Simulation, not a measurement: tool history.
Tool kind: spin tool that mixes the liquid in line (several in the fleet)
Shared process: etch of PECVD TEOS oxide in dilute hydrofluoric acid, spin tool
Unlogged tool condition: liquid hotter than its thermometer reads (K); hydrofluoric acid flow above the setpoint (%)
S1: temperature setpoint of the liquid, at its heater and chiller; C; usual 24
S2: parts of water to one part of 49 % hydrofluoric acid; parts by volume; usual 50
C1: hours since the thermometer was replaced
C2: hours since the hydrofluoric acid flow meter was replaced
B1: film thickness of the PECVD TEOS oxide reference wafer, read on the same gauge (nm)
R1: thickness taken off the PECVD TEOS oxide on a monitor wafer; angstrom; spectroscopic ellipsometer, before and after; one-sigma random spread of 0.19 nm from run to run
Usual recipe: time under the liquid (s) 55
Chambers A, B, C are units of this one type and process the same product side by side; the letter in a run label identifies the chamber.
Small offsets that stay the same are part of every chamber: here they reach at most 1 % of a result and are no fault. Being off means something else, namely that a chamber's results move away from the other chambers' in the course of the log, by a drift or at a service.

run 1B hour=4.8 | S1=24 S2=50 time_under_the_liquid_(s)=55 | C1=401.4 C2=220.2 | B1=59.989 | R1=241.46
run 2A hour=8.1 | S1=24 S2=50 time_under_the_liquid_(s)=55 | C1=1377.8 C2=783 | B1=60.014 | R1=242.76
run 3C hour=14.3 | S1=24 S2=50 time_under_the_liquid_(s)=55 | C1=213.6 C2=215.9 | B1=59.998 | R1=242.27
run 4C hour=17.4 | S1=24 S2=50 time_under_the_liquid_(s)=55 | C1=216.7 C2=219 | B1=59.993 | R1=243.57
run 5A hour=22.8 | S1=24 S2=50 time_under_the_liquid_(s)=55 | C1=1392.5 C2=797.7 | B1=60.007 | R1=240.18
run 6B hour=26.7 | S1=24 S2=50 time_under_the_liquid_(s)=55 | C1=423.3 C2=242.1 | B1=59.965 | R1=244.55
run 7A hour=32.3 | S1=24 S2=50 time_under_the_liquid_(s)=55 | C1=1402 C2=807.2 | B1=60.015 | R1=244.45
run 8B hour=39.1 | S1=24 S2=50 time_under_the_liquid_(s)=55 | C1=435.7 C2=254.5 | B1=59.982 | R1=248.43
run 9C hour=45.5 | S1=24 S2=50 time_under_the_liquid_(s)=55 | C1=244.8 C2=247.1 | B1=60.017 | R1=243.98
run 10B hour=48.7 | S1=24 S2=50 time_under_the_liquid_(s)=55 | C1=445.3 C2=264.1 | B1=60.005 | R1=252.22
run 11C hour=54.1 | S1=24 S2=50 time_under_the_liquid_(s)=55 | C1=253.4 C2=255.7 | B1=60.004 | R1=242.08
-- hour=54.7 chamber A: thermometer replaced
run 12A hour=60.6 | S1=24 S2=50 time_under_the_liquid_(s)=55 | C1=5.9 C2=835.5 | B1=60.019 | R1=244.13
run 13B hour=63.9 | S1=24 S2=50 time_under_the_liquid_(s)=55 | C1=460.5 C2=279.3 | B1=60.004 | R1=252.4
run 14C hour=70.7 | S1=24 S2=50 time_under_the_liquid_(s)=55 | C1=270 C2=272.3 | B1=59.995 | R1=247.11
run 15A hour=75.9 | S1=24 S2=50 time_under_the_liquid_(s)=55 | C1=21.2 C2=850.8 | B1=59.969 | R1=241.9
run 16A hour=79.2 | S1=24 S2=50 time_under_the_liquid_(s)=35 | C1=24.5 C2=854.1 | B1=59.992 | R1=153.48
run 17C hour=84.9 | S1=24 S2=50 time_under_the_liquid_(s)=35 | C1=284.2 C2=286.5 | B1=60.029 | R1=152.7
run 18B hour=91.9 | S1=24 S2=50 time_under_the_liquid_(s)=35 | C1=488.5 C2=307.3 | B1=59.982 | R1=163.63
run 19A hour=96 | S1=24 S2=50 time_under_the_liquid_(s)=55 | C1=41.3 C2=870.9 | B1=60.008 | R1=243.62
run 20C hour=102.6 | S1=24 S2=50 time_under_the_liquid_(s)=55 | C1=301.9 C2=304.2 | B1=60.01 | R1=244.27
run 21B hour=108.7 | S1=24 S2=50 time_under_the_liquid_(s)=55 | C1=505.3 C2=324.1 | B1=60.002 | R1=264.03

One chamber off, gauge drift, or nothing amiss beyond the chambers' own small offsets? If it is a chamber, which one, and what is the likeliest cause?

Chamber B drifts away from the others.
Likeliest cause: liquid hotter than its thermometer reads (K) = 1.98.
The log may not separate it from: hydrofluoric acid flow above the setpoint (%).

Which of the 4 candidates below, each the usual settings with something changed and its results left as question marks, puts chamber B back in line with what the other chambers give on the usual settings?
In-line tolerance around the mean of the other chambers on the usual settings: R1 6.5 angstrom
run 22B-1 hour=113.9 | S1=24.5 S2=50 time_under_the_liquid_(s)=55 | R1=?
run 22B-2 hour=113.9 | S1=23.5 S2=50 time_under_the_liquid_(s)=55 | R1=?
run 22B-3 hour=113.9 | S1=24 S2=50 time_under_the_liquid_(s)=60 | R1=?
run 22B-4 hour=113.9 | S1=22 S2=50 time_under_the_liquid_(s)=55 | R1=?

The other chambers' mean on the usual settings: R1 242.85 angstrom
run=22B-1 R1=267.6
run=22B-2 R1=256.98
run=22B-3 R1=286.09
run=22B-4 R1=241.78
Change 22B-4 lands the chamber within the allowed miss of the other chambers.

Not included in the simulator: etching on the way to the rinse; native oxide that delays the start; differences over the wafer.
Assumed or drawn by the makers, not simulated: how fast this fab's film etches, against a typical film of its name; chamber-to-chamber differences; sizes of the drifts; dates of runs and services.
